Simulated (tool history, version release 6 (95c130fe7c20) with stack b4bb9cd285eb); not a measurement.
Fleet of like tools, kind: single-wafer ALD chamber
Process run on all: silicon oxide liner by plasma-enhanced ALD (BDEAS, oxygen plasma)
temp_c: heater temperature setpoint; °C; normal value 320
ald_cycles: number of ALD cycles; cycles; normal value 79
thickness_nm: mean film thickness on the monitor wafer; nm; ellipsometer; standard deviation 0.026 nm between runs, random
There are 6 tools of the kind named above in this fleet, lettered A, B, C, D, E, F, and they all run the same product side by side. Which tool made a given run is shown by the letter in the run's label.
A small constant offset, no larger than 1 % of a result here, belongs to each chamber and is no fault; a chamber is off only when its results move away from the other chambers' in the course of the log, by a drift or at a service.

| run | day | temp_c | ald_cycles | hours since the last thermocouple change | read-back reference wafer on the same gauge, thickness_nm | thickness_nm |
|---|---|---|---|---|---|---|
|  | 0.017 | chamber C: thermocouple changed; heater temperature recalibrated |
| 1A | 0.192 | 320 | 79 | 1954.4 | 7.4807 | 7.2377 |
| 2E | 0.383 | 320 | 79 | 1205.6 | 7.4736 | 7.2164 |
| 3B | 0.529 | 320 | 79 | 1602.6 | 7.4807 | 7.1668 |
| 4F | 0.688 | 320 | 79 | 625.3 | 7.4756 | 7.1796 |
| 5C | 0.942 | 320 | 79 | 22.3 | 7.4801 | 7.1229 |
| 6D | 1.083 | 320 | 79 | 352.9 | 7.4801 | 7.1906 |
| 7E | 1.267 | 320 | 79 | 1226.8 | 7.4799 | 7.1443 |
| 8D | 1.425 | 320 | 79 | 361.1 | 7.4832 | 7.1674 |
| 9A | 1.562 | 320 | 79 | 1987.3 | 7.4751 | 7.2259 |
| 10F | 1.783 | 320 | 79 | 651.6 | 7.4787 | 7.2011 |
| 11C | 2.017 | 320 | 79 | 48.1 | 7.4865 | 7.1002 |
| 12B | 2.133 | 320 | 79 | 1641.1 | 7.4749 | 7.1719 |
|  | 2.154 | chamber A: thermocouple changed; heater temperature recalibrated |
| 13C | 2.379 | 320 | 79 | 56.8 | 7.484 | 7.142 |
| 14E | 2.638 | 320 | 79 | 1259.7 | 7.4844 | 7.1763 |
| 15F | 2.829 | 320 | 79 | 676.7 | 7.478 | 7.1447 |
| 16D | 2.971 | 320 | 79 | 398.2 | 7.4815 | 7.1682 |
| 17B | 3.225 | 320 | 79 | 1667.3 | 7.4788 | 7.2269 |
| 18A | 3.354 | 320 | 79 | 28.8 | 7.4818 | 7.1815 |
| 19D | 3.538 | 320 | 79 | 411.8 | 7.4807 | 7.2423 |
| 20E | 3.767 | 320 | 79 | 1286.8 | 7.4718 | 7.1629 |
| 21F | 3.996 | 320 | 79 | 704.7 | 7.4743 | 7.1622 |
| 22B | 4.179 | 320 | 87 | 1690.2 | 7.4772 | 7.8811 |
| 23C | 4.379 | 320 | 87 | 104.8 | 7.4767 | 7.9017 |
| 24A | 4.608 | 320 | 87 | 58.9 | 7.482 | 7.9235 |
| 25B | 4.754 | 320 | 87 | 1704 | 7.4814 | 7.8631 |
| 26E | 4.967 | 320 | 87 | 1315.6 | 7.4757 | 7.8886 |
| 27F | 5.142 | 320 | 87 | 732.2 | 7.4879 | 7.8981 |
| 28C | 5.308 | 320 | 79 | 127.1 | 7.478 | 7.1441 |
| 29D | 5.521 | 320 | 79 | 459.4 | 7.483 | 7.1416 |
| 30A | 5.775 | 320 | 79 | 86.9 | 7.4843 | 7.209 |
| 31C | 6.029 | 320 | 79 | 144.4 | 7.4793 | 7.1419 |
| 32D | 6.192 | 320 | 79 | 475.5 | 7.4809 | 7.1998 |
| 33B | 6.362 | 320 | 79 | 1742.6 | 7.4737 | 7.1934 |
| 34E | 6.575 | 320 | 79 | 1354.2 | 7.4819 | 7.1608 |
| 35F | 6.779 | 320 | 79 | 771.5 | 7.4786 | 7.2135 |
| 36A | 7.004 | 320 | 79 | 116.4 | 7.4911 | 7.2358 |
| 37C | 7.171 | 320 | 79 | 171.8 | 7.4827 | 7.2091 |
| 38A | 7.379 | 328 | 74 | 125.4 | 7.4823 | 6.7118 |
| 39F | 7.588 | 328 | 74 | 790.9 | 7.4747 | 6.6173 |
| 40E | 7.762 | 328 | 74 | 1382.7 | 7.4736 | 6.6404 |
| 41D | 8.008 | 328 | 74 | 519.1 | 7.4818 | 6.6811 |
| 42B | 8.179 | 328 | 74 | 1786.2 | 7.4803 | 6.6305 |
| 43C | 8.371 | 328 | 74 | 200.6 | 7.479 | 6.5984 |

All 6 chambers run these settings next. Forecast each chamber's results:
| 44A | 8.558 | 320 | 67 |  |  | ? |
| 44B | 8.558 | 320 | 67 |  |  | ? |
| 44C | 8.558 | 320 | 67 |  |  | ? |
| 44D | 8.558 | 320 | 67 |  |  | ? |
| 44E | 8.558 | 320 | 67 |  |  | ? |
| 44F | 8.558 | 320 | 67 |  |  | ? |

| run | thickness_nm |
|---|---|
| 44A | 6.0881 |
| 44B | 6.0652 |
| 44C | 6.0844 |
| 44D | 6.0889 |
| 44E | 6.0837 |
| 44F | 6.0953 |

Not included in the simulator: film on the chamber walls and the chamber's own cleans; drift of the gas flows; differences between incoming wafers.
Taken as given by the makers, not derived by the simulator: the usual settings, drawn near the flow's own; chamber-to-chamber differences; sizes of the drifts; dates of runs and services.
